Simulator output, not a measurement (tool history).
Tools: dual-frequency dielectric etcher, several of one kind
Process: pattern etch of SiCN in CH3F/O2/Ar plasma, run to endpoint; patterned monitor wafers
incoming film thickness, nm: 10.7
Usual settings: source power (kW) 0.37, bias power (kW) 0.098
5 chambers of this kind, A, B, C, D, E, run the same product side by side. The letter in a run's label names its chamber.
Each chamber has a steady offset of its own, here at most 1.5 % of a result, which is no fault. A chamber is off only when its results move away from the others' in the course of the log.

run	hour	source power (kW)	bias power (kW)	hours since the last wet clean	hours since the last source power generator calibration	hours since the last bias power generator calibration	endpoint time (s)
1C	6.9	0.37	0.098	223.6	2813	3402	26.161
2B	13.8	0.37	0.098	281.3	1946.3	2117.2	25.66
3A	20.4	0.37	0.098	315.1	588.8	2544.3	26.265
4D	24.8	0.37	0.098	241.2	3116.3	2721.5	25.992
5E	34.5	0.37	0.098	245.3	2726	775.4	26.555
6D	43.6	0.37	0.098	260	3135.1	2740.3	25.819
7C	51	0.37	0.098	267.7	2857.1	3446.1	26.053
8B	55.4	0.37	0.098	322.9	1987.9	2158.8	26.295
9A	60.6	0.37	0.098	355.3	629	2584.5	25.992
10E	64.8	0.37	0.098	275.6	2756.3	805.7	25.983
11E	71.1	0.37	0.098	281.9	2762.6	812	26.299
12D	78.5	0.37	0.098	294.9	3170	2775.2	25.82
13A	83.4	0.37	0.098	378.1	651.8	2607.3	25.896
# hour 90.9: chamber C: bias power generator calibrated
14B	91.9	0.32	0.098	359.4	2024.4	2195.3	27.494
15C	101.5	0.32	0.098	318.2	2907.6	10.7	27.767
16E	109.2	0.32	0.098	320	2800.7	850.1	27.6
# hour 113.8: chamber B: bias power generator calibrated
17A	114.4	0.32	0.098	409.1	682.8	2638.3	27.947
18B	124	0.32	0.098	391.5	2056.5	10.2	27.821
19D	130.2	0.37	0.098	346.6	3221.7	2826.9	25.976
20C	135	0.37	0.098	351.7	2941.1	44.2	26.324
21D	141.9	0.37	0.098	358.3	3233.4	2838.6	25.77
22E	151.2	0.37	0.098	362	2842.7	892.1	26.518
# hour 157.6: chamber B: wet clean of the chamber
# hour 159.9: chamber E: wet clean of the chamber
23A	160.1	0.37	0.098	454.8	728.5	2684	26.032
24C	165.5	0.37	0.098	382.2	2971.6	74.7	26.209
25B	170.4	0.44	0.098	12.9	2102.9	56.6	25.721
26C	175.9	0.44	0.098	392.6	2982	85.1	24.534
27E	184.4	0.44	0.098	24.6	2875.9	925.3	24.601
# hour 186.2: chamber D: bias power generator calibrated
28A	193.1	0.44	0.098	487.8	761.5	2717	24.594
29D	198.1	0.44	0.098	414.5	3289.6	11.9	24.356
30B	204.4	0.37	0.098	46.9	2136.9	90.6	27.212
31A	212.8	0.37	0.098	507.5	781.2	2736.7	26.267
# hour 217: chamber C: source power generator calibrated
32D	220.4	0.37	0.098	436.8	3311.9	34.2	25.718
33E	225.7	0.37	0.098	65.9	2917.2	966.6	26.268
34C	230	0.37	0.098	446.7	13	139.2	26.367
35B	237.7	0.37	0.098	80.2	2170.2	123.9	27.687
36E	245.8	0.37	0.098	86	2937.3	986.7	26.162
37D	255.2	0.37	0.098	471.6	3346.7	69	25.897

All 5 chambers run these settings next. Forecast each chamber's results:
38A	262.2	0.44	0.098				?
38B	262.2	0.44	0.098				?
38C	262.2	0.44	0.098				?
38D	262.2	0.44	0.098				?
38E	262.2	0.44	0.098				?

run	endpoint time (s)
38A	24.588
38B	25.671
38C	24.756
38D	23.98
38E	24.717

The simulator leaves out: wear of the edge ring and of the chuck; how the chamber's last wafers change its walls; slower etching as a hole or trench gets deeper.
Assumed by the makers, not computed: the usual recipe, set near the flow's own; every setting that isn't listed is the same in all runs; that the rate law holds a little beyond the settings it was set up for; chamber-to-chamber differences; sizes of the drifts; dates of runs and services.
